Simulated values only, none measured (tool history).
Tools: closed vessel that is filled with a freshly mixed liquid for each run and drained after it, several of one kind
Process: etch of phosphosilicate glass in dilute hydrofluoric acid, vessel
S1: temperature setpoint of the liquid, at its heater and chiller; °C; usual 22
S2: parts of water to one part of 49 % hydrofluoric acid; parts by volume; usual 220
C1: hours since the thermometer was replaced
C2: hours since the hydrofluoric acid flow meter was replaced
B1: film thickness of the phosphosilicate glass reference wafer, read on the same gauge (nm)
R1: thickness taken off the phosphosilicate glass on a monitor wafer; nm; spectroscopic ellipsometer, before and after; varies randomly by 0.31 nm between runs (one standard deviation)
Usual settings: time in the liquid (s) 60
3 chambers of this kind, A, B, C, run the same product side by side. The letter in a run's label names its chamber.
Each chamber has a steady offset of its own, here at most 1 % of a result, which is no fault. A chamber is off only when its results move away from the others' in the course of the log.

Run 1A, hour 5.4: usual settings; C1 39.3; C2 1787.2; B1 70.008. Result: R1 32.66 nm.
Run 2C, hour 12.2: usual settings; C1 564.1; C2 475.9; B1 70.017. Result: R1 33.468 nm.
Run 3B, hour 19.2: usual settings; C1 268.5; C2 190.2; B1 70.005. Result: R1 33.286 nm.
Run 4B, hour 25.2: usual settings; C1 274.5; C2 196.2; B1 69.972. Result: R1 33.036 nm.
Run 5C, hour 32.2: usual settings but S1 25 °C, S2 140 parts by volume; C1 584.1; C2 495.9; B1 69.999. Result: R1 63.029 nm.
Run 6A, hour 35.9: usual settings but S1 25 °C, S2 140 parts by volume; C1 69.8; C2 1817.7; B1 69.987. Result: R1 62.504 nm.
Run 7B, hour 40.7: usual settings but S1 25 °C, S2 140 parts by volume; C1 290; C2 211.7; B1 70.002. Result: R1 64.01 nm.
Run 8C, hour 46.1: usual settings; C1 598; C2 509.8; B1 69.999. Result: R1 32.573 nm.
Run 9A, hour 52.1: usual settings; C1 86; C2 1833.9; B1 70.002. Result: R1 33.07 nm.
Run 10A, hour 57.3: usual settings; C1 91.2; C2 1839.1; B1 69.991. Result: R1 32.789 nm.
Run 11B, hour 63: usual settings; C1 312.3; C2 234; B1 69.976. Result: R1 32.825 nm.
Run 12C, hour 68.4: usual settings; C1 620.3; C2 532.1; B1 70.007. Result: R1 31.943 nm.
Run 13A, hour 74.7: usual settings; C1 108.6; C2 1856.5; B1 70.006. Result: R1 32.714 nm.
Run 14B, hour 80: usual settings; C1 329.3; C2 251; B1 70.011. Result: R1 33.588 nm.
Run 15C, hour 85.9: usual settings; C1 637.8; C2 549.6; B1 69.996. Result: R1 31.313 nm.
Run 16A, hour 89.7: usual settings; C1 123.6; C2 1871.5; B1 70. Result: R1 32.306 nm.
Run 17B, hour 93.4: usual settings; C1 342.7; C2 264.4; B1 70.006. Result: R1 32.924 nm.
Run 18C, hour 100.5: usual settings; C1 652.4; C2 564.2; B1 70.001. Result: R1 30.845 nm.
Run 19B, hour 106.9: usual settings; C1 356.2; C2 277.9; B1 70.014. Result: R1 33.187 nm.
Run 20A, hour 114: usual settings; C1 147.9; C2 1895.8; B1 69.988. Result: R1 32.815 nm.
Run 21C, hour 119.9: usual settings; C1 671.8; C2 583.6; B1 69.997. Result: R1 30.419 nm.
Run 22C, hour 126.2: usual settings; C1 678.1; C2 589.9; B1 70.008. Result: R1 30.246 nm.
Run 23A, hour 131: usual settings but S1 26.5 °C, time in the liquid (s) 90; C1 164.9; C2 1912.8; B1 69.989. Result: R1 57.781 nm.
Run 24B, hour 135.5: usual settings but S1 26.5 °C, time in the liquid (s) 90; C1 384.8; C2 306.5; B1 70.004. Result: R1 57.9 nm.
Run 25A, hour 141.4: usual settings but S1 26.5 °C, time in the liquid (s) 90; C1 175.3; C2 1923.2; B1 70.002. Result: R1 57.88 nm.
Run 26B, hour 146.6: usual settings; C1 395.9; C2 317.6; B1 70.001. Result: R1 32.979 nm.
Run 27C, hour 150.2: usual settings; C1 702.1; C2 613.9; B1 70.01. Result: R1 29.105 nm.
Run 28B, hour 155.6: usual settings; C1 404.9; C2 326.6; B1 70.014. Result: R1 33.107 nm.

For the next run the whole fleet of 3 chambers uses the same settings. Give each chamber's results:
Run 29A, hour 160.8: usual settings but S2 155 parts by volume. Result: R1 ?.
Run 29B, hour 160.8: usual settings but S2 155 parts by volume. Result: R1 ?.
Run 29C, hour 160.8: usual settings but S2 155 parts by volume. Result: R1 ?.

run      R1
29A  49.108
29B   50.21
29C  43.675

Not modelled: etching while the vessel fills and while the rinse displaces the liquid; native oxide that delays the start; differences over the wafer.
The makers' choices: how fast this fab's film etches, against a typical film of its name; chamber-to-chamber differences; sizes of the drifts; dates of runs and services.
